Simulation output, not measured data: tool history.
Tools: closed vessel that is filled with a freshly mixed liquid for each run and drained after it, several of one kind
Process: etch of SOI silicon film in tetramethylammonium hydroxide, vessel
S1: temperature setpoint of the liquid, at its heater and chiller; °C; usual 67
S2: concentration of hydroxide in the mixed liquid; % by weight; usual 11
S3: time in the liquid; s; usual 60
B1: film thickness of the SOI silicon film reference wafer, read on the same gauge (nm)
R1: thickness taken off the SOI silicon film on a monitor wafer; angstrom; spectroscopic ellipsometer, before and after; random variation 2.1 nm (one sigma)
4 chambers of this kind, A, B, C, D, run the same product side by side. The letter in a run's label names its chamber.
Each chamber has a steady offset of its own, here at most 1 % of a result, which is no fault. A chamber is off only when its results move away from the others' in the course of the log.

| run | day | S1 | S2 | S3 | B1 | R1 |
|---|---|---|---|---|---|---|
| 1B | 0.1 | 67 | 11 | 60 | 69.995 | 3631.6 |
| 2C | 0.267 | 67 | 11 | 60 | 70.027 | 3623.2 |
| 3D | 0.438 | 67 | 11 | 60 | 70.025 | 3614.7 |
| 4A | 0.546 | 67 | 11 | 60 | 69.987 | 3602.3 |
| 5C | 0.629 | 67 | 11 | 60 | 69.939 | 3606.3 |
| 6D | 0.788 | 67 | 11 | 60 | 70 | 3577.2 |
| 7B | 0.954 | 67 | 11 | 60 | 70.012 | 3621.3 |
| 8A | 1.079 | 67 | 12.5 | 80 | 69.98 | 4595.1 |
|  | 1.142 | chamber D: hydroxide flow meter replaced |
| 9D | 1.192 | 67 | 12.5 | 80 | 69.975 | 4543.3 |
| 10C | 1.304 | 67 | 12.5 | 80 | 69.978 | 4609.2 |
| 11B | 1.467 | 67 | 12.5 | 80 | 70.006 | 4591.3 |
| 12A | 1.592 | 74.5 | 9 | 60 | 70.021 | 6010.7 |
| 13A | 1.683 | 74.5 | 9 | 60 | 70.013 | 6050.3 |
| 14B | 1.858 | 74.5 | 9 | 60 | 69.942 | 6081.9 |
| 15D | 2.021 | 74.5 | 9 | 60 | 70.03 | 5939.4 |
| 16C | 2.175 | 67 | 11 | 60 | 70.031 | 3632.4 |
| 17C | 2.35 | 67 | 11 | 60 | 70.052 | 3631.7 |
| 18A | 2.438 | 67 | 11 | 60 | 70.032 | 3687.9 |
| 19D | 2.588 | 67 | 11 | 60 | 70.04 | 3591.3 |
| 20B | 2.712 | 67 | 11 | 60 | 69.986 | 3613.9 |
| 21B | 2.846 | 67 | 11 | 60 | 70 | 3624.5 |
| 22C | 3.021 | 67 | 11 | 60 | 69.985 | 3619.8 |
| 23D | 3.167 | 67 | 11 | 60 | 70.008 | 3593.1 |
| 24A | 3.292 | 67 | 11 | 60 | 69.988 | 3758.5 |

All 4 chambers run these settings next. Forecast each chamber's results:
| 25A | 3.421 | 67 | 11 | 70 |  | ? |
| 25B | 3.421 | 67 | 11 | 70 |  | ? |
| 25C | 3.421 | 67 | 11 | 70 |  | ? |
| 25D | 3.421 | 67 | 11 | 70 |  | ? |

| run | R1 |
|---|---|
| 25A | 4453.7 |
| 25B | 4236.5 |
| 25C | 4228.1 |
| 25D | 4215.3 |

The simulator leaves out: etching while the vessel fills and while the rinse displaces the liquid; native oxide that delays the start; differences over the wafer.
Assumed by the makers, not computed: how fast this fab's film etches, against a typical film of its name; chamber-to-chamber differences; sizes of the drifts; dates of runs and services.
